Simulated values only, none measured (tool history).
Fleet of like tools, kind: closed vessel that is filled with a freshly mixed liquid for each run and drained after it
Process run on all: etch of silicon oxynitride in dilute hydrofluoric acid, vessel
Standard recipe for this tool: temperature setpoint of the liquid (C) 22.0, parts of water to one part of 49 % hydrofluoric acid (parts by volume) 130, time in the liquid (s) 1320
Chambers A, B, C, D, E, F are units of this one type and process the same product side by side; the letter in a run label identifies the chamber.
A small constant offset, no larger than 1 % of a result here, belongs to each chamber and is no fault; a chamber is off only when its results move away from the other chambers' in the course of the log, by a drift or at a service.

| run | hour | temperature setpoint of the liquid (C) | parts of water to one part of 49 % hydrofluoric acid (parts by volume) | time in the liquid (s) | hours since the thermometer was replaced | hours since the hydrofluoric acid flow meter was replaced | read-back film thickness of the silicon oxynitride reference wafer, read on the same gauge (nm) | thickness taken off the silicon oxynitride on a monitor wafer (Å) |
|---|---|---|---|---|---|---|---|---|
| 1B | 4.6 | 22.0 | 130 | 1320 | 974.9 | 1450.0 | 60.011 | 434.88 |
| 2D | 9.8 | 22.0 | 130 | 1320 | 709.2 | 982.3 | 59.981 | 430.11 |
| 3C | 13.4 | 22.0 | 130 | 1320 | 20.6 | 1587.6 | 60.008 | 433.75 |
| 4A | 18.8 | 22.0 | 130 | 1320 | 146.2 | 143.1 | 59.948 | 421.78 |
| 5F | 22.2 | 22.0 | 130 | 1320 | 108.3 | 539.1 | 59.993 | 433.06 |
| 6E | 29.2 | 22.0 | 130 | 1320 | 72.2 | 633.5 | 59.987 | 429.78 |
| 7F | 32.9 | 22.0 | 130 | 1320 | 119.0 | 549.8 | 60.009 | 434.78 |
| 8D | 36.5 | 24.5 | 130 | 875 | 735.9 | 1009.0 | 60.037 | 325.23 |
| 9B | 41.7 | 24.5 | 130 | 875 | 1012.0 | 1487.1 | 59.991 | 318.99 |
| 10A | 45.1 | 24.5 | 130 | 875 | 172.5 | 169.4 | 59.978 | 321.22 |
| 11E | 50.7 | 24.5 | 130 | 875 | 93.7 | 655.0 | 60.005 | 321.69 |
| 12C | 54.0 | 24.5 | 130 | 875 | 61.2 | 1628.2 | 60.037 | 322.36 |
| 13F | 58.2 | 24.5 | 130 | 875 | 144.3 | 575.1 | 59.999 | 321.70 |
| 14C | 63.1 | 22.0 | 130 | 1320 | 70.3 | 1637.3 | 60.029 | 439.44 |
| 15D | 67.7 | 22.0 | 130 | 1320 | 767.1 | 1040.2 | 59.966 | 436.34 |
| 16B | 74.7 | 22.0 | 130 | 1320 | 1045.0 | 1520.1 | 59.986 | 439.24 |
| 17E | 80.0 | 22.0 | 130 | 1320 | 123.0 | 684.3 | 59.987 | 431.02 |
| 18A | 84.3 | 22.0 | 130 | 820 | 211.7 | 208.6 | 59.982 | 266.59 |
| 19F | 91.6 | 22.0 | 130 | 820 | 177.7 | 608.5 | 60.004 | 268.98 |
| 20E | 97.1 | 22.0 | 130 | 820 | 140.1 | 701.4 | 59.984 | 270.57 |
| 21A | 101.4 | 22.0 | 130 | 820 | 228.8 | 225.7 | 60.000 | 268.00 |
| 22D | 108.7 | 22.0 | 130 | 820 | 808.1 | 1081.2 | 60.029 | 269.50 |
| 23B | 112.3 | 22.0 | 130 | 820 | 1082.6 | 1557.7 | 60.013 | 278.02 |
| 24C | 118.7 | 22.0 | 130 | 1320 | 125.9 | 1692.9 | 60.022 | 432.10 |
| 25D | 122.5 | 22.0 | 130 | 690 | 821.9 | 1095.0 | 59.994 | 224.10 |
| 26E | 127.6 | 22.0 | 130 | 690 | 170.6 | 731.9 | 59.991 | 223.66 |
| 27F | 132.7 | 22.0 | 130 | 690 | 218.8 | 649.6 | 60.011 | 230.53 |
| 28C | 136.0 | 22.0 | 130 | 690 | 143.2 | 1710.2 | 59.992 | 224.46 |
| 29B | 141.0 | 22.0 | 130 | 690 | 1111.3 | 1586.4 | 60.012 | 231.71 |
| 30A | 145.4 | 22.0 | 130 | 690 | 272.8 | 269.7 | 60.015 | 226.05 |
| 31A | 150.5 | 26.5 | 130 | 1320 | 277.9 | 274.8 | 60.003 | 525.23 |
| 32F | 155.3 | 26.5 | 130 | 1320 | 241.4 | 672.2 | 60.009 | 530.51 |
| 33C | 158.9 | 26.5 | 130 | 1320 | 166.1 | 1733.1 | 60.003 | 536.45 |
| 34D | 162.2 | 26.5 | 130 | 1320 | 861.6 | 1134.7 | 60.019 | 527.02 |
| 35B | 165.7 | 26.5 | 130 | 1320 | 1136.0 | 1611.1 | 60.003 | 565.53 |
| 36E | 173.1 | 26.5 | 130 | 1320 | 216.1 | 777.4 | 59.972 | 528.58 |
| 37A | 176.5 | 22.0 | 130 | 1320 | 303.9 | 300.8 | 59.992 | 433.06 |
| 38F | 181.9 | 22.0 | 85 | 1950 | 268.0 | 698.8 | 59.998 | 1004.80 |
| 39B | 185.9 | 22.0 | 85 | 1950 | 1156.2 | 1631.3 | 59.994 | 1073.40 |
| 40D | 190.1 | 22.0 | 85 | 1950 | 889.5 | 1162.6 | 60.005 | 1032.10 |
| 41E | 195.4 | 22.0 | 85 | 1950 | 238.4 | 799.7 | 60.015 | 1015.50 |
| 42C | 202.8 | 22.0 | 85 | 1950 | 210.0 | 1777.0 | 59.978 | 999.83 |

All 6 chambers run these settings next. Forecast each chamber's results:
| 43A | 208.1 | 22.0 | 130 | 1320 |  |  |  | ? |
| 43B | 208.1 | 22.0 | 130 | 1320 |  |  |  | ? |
| 43C | 208.1 | 22.0 | 130 | 1320 |  |  |  | ? |
| 43D | 208.1 | 22.0 | 130 | 1320 |  |  |  | ? |
| 43E | 208.1 | 22.0 | 130 | 1320 |  |  |  | ? |
| 43F | 208.1 | 22.0 | 130 | 1320 |  |  |  | ? |

| run | thickness taken off the silicon oxynitride on a monitor wafer (Å) |
|---|---|
| 43A | 432.61 |
| 43B | 461.76 |
| 43C | 438.15 |
| 43D | 428.36 |
| 43E | 426.82 |
| 43F | 425.46 |

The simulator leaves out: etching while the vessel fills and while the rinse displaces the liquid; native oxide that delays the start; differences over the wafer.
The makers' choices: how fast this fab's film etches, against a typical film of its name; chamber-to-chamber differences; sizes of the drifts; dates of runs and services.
